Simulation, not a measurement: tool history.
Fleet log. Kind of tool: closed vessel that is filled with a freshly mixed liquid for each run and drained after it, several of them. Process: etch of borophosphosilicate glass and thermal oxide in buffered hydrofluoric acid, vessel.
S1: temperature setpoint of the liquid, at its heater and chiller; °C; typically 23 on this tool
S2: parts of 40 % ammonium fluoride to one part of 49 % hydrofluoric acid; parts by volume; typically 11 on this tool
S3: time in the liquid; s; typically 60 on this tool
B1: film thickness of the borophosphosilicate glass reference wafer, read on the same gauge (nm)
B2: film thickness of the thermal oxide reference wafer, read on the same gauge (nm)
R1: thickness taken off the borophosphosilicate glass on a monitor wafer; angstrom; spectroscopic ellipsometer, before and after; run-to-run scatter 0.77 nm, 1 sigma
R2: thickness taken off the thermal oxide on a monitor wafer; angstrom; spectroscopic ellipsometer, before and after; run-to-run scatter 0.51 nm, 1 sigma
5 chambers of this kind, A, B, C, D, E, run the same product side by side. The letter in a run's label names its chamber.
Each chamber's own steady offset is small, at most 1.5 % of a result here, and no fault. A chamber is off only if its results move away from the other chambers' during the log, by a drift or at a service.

run   hour  S1   S2  S3      B1      B2      R1      R2
 1C    5.7  23   11  60  90.002  60.001  1155.1  592.95
 2E   11.9  23   11  60  90.002  59.985  1131.7  591.91
 3B   16.4  23   11  60  89.994  60.011  1130.6  602.83
 4A   21.5  23   11  60  90.001  60.006  1135.9  584.37
 5D   29.9  23   11  60   90.01      60  1145.2  592.35
 6A   35.9  23   11  60  89.974  59.994  1127.6  590.44
 7D   40.7  23   11  60  89.983  59.985  1143.1  590.94
 8E   48.6  23   11  60  90.022  59.983  1137.3  599.84
 9C   54.9  20   11  45  89.995  60.005  734.13  376.69
10B   64.5  20   11  45  90.002  60.014   715.3  376.23
11A   70.8  20   11  45  89.983  59.996  722.59  378.62
12D   80.2  20   11  45  90.025  60.001   733.3   380.7
13C   84.8  20   11  45  90.026  60.029   726.2  380.61
14E   92.3  23   11  60  89.999  60.027  1118.6  594.12
15B  100.8  23   11  60  90.001  59.994  1131.3  594.81
16E  108.7  23   11  60  89.991  60.004  1144.1   595.1
17C  117.8  23   11  60  89.979  59.997  1153.3  590.06
18B  125.3  23   11  60  90.009  59.991  1124.9  590.67
19D  134.5  23   11  60  90.001  60.001  1148.4  594.47
20A  141.4  23   11  60  90.018  60.023    1148  599.98
21B  149.2  23   11  60  90.006   60.01  1106.8  596.74
22E  156.2  23   11  60  90.019  59.991  1139.1  592.94
23C  160.7  23   11  60  90.007  59.987  1160.3  596.63
     160.9  -- chamber E: thermometer replaced
24A  170.1  23   11  60  90.021  60.001  1129.5  596.03
25D  174.6  23   11  60  90.016   60.01  1144.6  592.29
26A  179.7  23   11  60  89.993  60.026  1156.8   592.7
       182  -- chamber D: hydrofluoric acid flow meter replaced
27D  185.2  23   11  60  90.018  59.998  1139.1  596.16
28E  194.9  23   11  60  90.004  59.989  1131.7  584.66
29B  201.5  23   11  60  90.001  59.988  1123.4  595.65
30C  207.3  23   11  60  89.994  60.017  1139.3  588.79
31A  216.5  23   11  60   89.98  59.979  1141.2  593.53
     217.2  -- chamber B: hydrofluoric acid flow meter replaced
32D  222.7  23  8.5  60  89.993  59.989  1432.2   732.4
33C  230.1  23  8.5  60  89.986  60.024  1436.4  746.82
34E  234.9  23  8.5  60  89.995  59.994  1408.3  728.95
35B  244.3  23  8.5  60  89.998  60.013  1416.6   742.5
36C    254  23  8.5  60  90.025   60.01  1428.4     737

Is one chamber out of step, is the gauge drifting, or do the chambers differ by no more than their own small offsets? For an off chamber, give its letter and the likeliest cause.

No chamber is off and the gauge is stable; the differences are just each chamber's small, constant offset.
